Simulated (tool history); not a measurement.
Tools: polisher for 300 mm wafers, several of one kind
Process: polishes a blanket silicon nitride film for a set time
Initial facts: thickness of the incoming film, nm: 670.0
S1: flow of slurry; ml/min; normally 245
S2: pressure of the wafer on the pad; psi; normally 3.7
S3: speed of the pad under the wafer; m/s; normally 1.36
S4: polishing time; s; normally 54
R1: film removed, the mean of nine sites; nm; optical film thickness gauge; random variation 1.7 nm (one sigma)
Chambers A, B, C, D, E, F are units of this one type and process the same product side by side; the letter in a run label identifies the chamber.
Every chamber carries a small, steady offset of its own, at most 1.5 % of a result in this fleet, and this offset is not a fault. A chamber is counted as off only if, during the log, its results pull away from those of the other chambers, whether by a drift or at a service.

run 1B hour=5.5 | S1=245 S2=3.7 S3=1.36 S4=54 | R1=136.41
run 2C hour=13.2 | S1=245 S2=3.7 S3=1.36 S4=54 | R1=135.64
-- hour=17.6 chamber E: worn pad replaced by a new one
-- hour=18.4 chamber D: worn pad replaced by a new one
run 3F hour=18.4 | S1=245 S2=3.7 S3=1.36 S4=54 | R1=135.94
-- hour=23.8 chamber C: worn pad replaced by a new one
run 4A hour=23.8 | S1=245 S2=3.7 S3=1.36 S4=54 | R1=135.07
run 5D hour=30.7 | S1=245 S2=3.7 S3=1.36 S4=54 | R1=134.47
-- hour=37.6 chamber B: worn pad replaced by a new one
run 6E hour=39.1 | S1=245 S2=3.7 S3=1.36 S4=54 | R1=133.59
run 7A hour=46.4 | S1=245 S2=3.7 S3=1.36 S4=54 | R1=134.08
-- hour=50 chamber A: worn pad replaced by a new one
-- hour=51.7 chamber E: head pressure recalibrated
run 8D hour=54.6 | S1=245 S2=3.7 S3=1.36 S4=54 | R1=137.17
-- hour=57.8 chamber F: worn pad replaced by a new one
run 9C hour=61.3 | S1=245 S2=3.7 S3=1.36 S4=54 | R1=137.77
run 10F hour=67.9 | S1=245 S2=4.7 S3=1 S4=54 | R1=134.24
-- hour=69.7 chamber E: worn pad replaced by a new one
run 11B hour=72.2 | S1=245 S2=4.7 S3=1 S4=54 | R1=136.98
run 12E hour=76 | S1=245 S2=4.7 S3=1 S4=54 | R1=134
run 13B hour=81.4 | S1=245 S2=4.7 S3=1 S4=54 | R1=135.43
run 14A hour=87.2 | S1=245 S2=4.7 S3=1 S4=54 | R1=139.93
-- hour=88.9 chamber D: worn pad replaced by a new one
-- hour=93.5 chamber B: worn pad replaced by a new one
run 15F hour=95.1 | S1=245 S2=4.7 S3=1 S4=54 | R1=136.48
run 16D hour=101.6 | S1=245 S2=3.7 S3=1.54 S4=54 | R1=150
run 17E hour=107.9 | S1=245 S2=3.7 S3=1.54 S4=54 | R1=148.87
run 18C hour=113.4 | S1=245 S2=3.7 S3=1.54 S4=54 | R1=147.17
run 19F hour=117.8 | S1=245 S2=3.7 S3=1.54 S4=54 | R1=151.67
-- hour=120.2 chamber C: worn pad replaced by a new one
run 20D hour=122.6 | S1=245 S2=3.7 S3=1.54 S4=54 | R1=149.55
-- hour=128.9 chamber E: worn pad replaced by a new one
run 21B hour=130.2 | S1=245 S2=3.7 S3=1.54 S4=54 | R1=149.8
-- hour=130.9 chamber B: head pressure recalibrated
-- hour=136.4 chamber A: worn pad replaced by a new one
run 22A hour=137.4 | S1=245 S2=4.3 S3=1.36 S4=46 | R1=140.49
run 23C hour=145.4 | S1=245 S2=4.3 S3=1.36 S4=46 | R1=133.78
-- hour=149.9 chamber A: slurry nozzle cleaned
-- hour=151.7 chamber F: worn pad replaced by a new one
run 24E hour=153.5 | S1=245 S2=4.3 S3=1.36 S4=46 | R1=131.3
-- hour=153.6 chamber B: worn pad replaced by a new one
run 25F hour=160.3 | S1=245 S2=4.3 S3=1.36 S4=46 | R1=137.13
run 26A hour=167.3 | S1=245 S2=4.3 S3=1.36 S4=46 | R1=146.13
-- hour=175.4 chamber D: worn pad replaced by a new one
run 27D hour=175.5 | S1=245 S2=4.3 S3=1.36 S4=46 | R1=135.31
run 28E hour=181.8 | S1=245 S2=3.7 S3=1.36 S4=54 | R1=132.76
-- hour=185.7 chamber E: worn pad replaced by a new one
run 29B hour=187.7 | S1=245 S2=3.7 S3=1.36 S4=54 | R1=138.31
run 30C hour=196.2 | S1=245 S2=3.7 S3=1.36 S4=54 | R1=139.01
run 31B hour=203.8 | S1=245 S2=3.7 S3=1.36 S4=54 | R1=133.94
run 32E hour=210 | S1=245 S2=3.7 S3=1.36 S4=54 | R1=130.9
-- hour=212.4 chamber A: worn pad replaced by a new one
run 33A hour=217.3 | S1=245 S2=3.7 S3=1.36 S4=54 | R1=149.85
-- hour=224.3 chamber C: worn pad replaced by a new one
run 34C hour=224.5 | S1=245 S2=3.7 S3=1.36 S4=54 | R1=136.1
run 35F hour=231.3 | S1=245 S2=3.7 S3=1.36 S4=54 | R1=134.93
run 36D hour=237.2 | S1=290 S2=3.7 S3=1.2 S4=54 | R1=126.18

Next, every chamber runs the same settings. What will each give?
run 37A hour=243.4 | S1=245 S2=3.7 S3=1.36 S4=54 | R1=?
run 37B hour=243.4 | S1=245 S2=3.7 S3=1.36 S4=54 | R1=?
run 37C hour=243.4 | S1=245 S2=3.7 S3=1.36 S4=54 | R1=?
run 37D hour=243.4 | S1=245 S2=3.7 S3=1.36 S4=54 | R1=?
run 37E hour=243.4 | S1=245 S2=3.7 S3=1.36 S4=54 | R1=?
run 37F hour=243.4 | S1=245 S2=3.7 S3=1.36 S4=54 | R1=?

run=37A R1=148.48
run=37B R1=137.23
run=37C R1=133.65
run=37D R1=134.13
run=37E R1=131.96
run=37F R1=137.88

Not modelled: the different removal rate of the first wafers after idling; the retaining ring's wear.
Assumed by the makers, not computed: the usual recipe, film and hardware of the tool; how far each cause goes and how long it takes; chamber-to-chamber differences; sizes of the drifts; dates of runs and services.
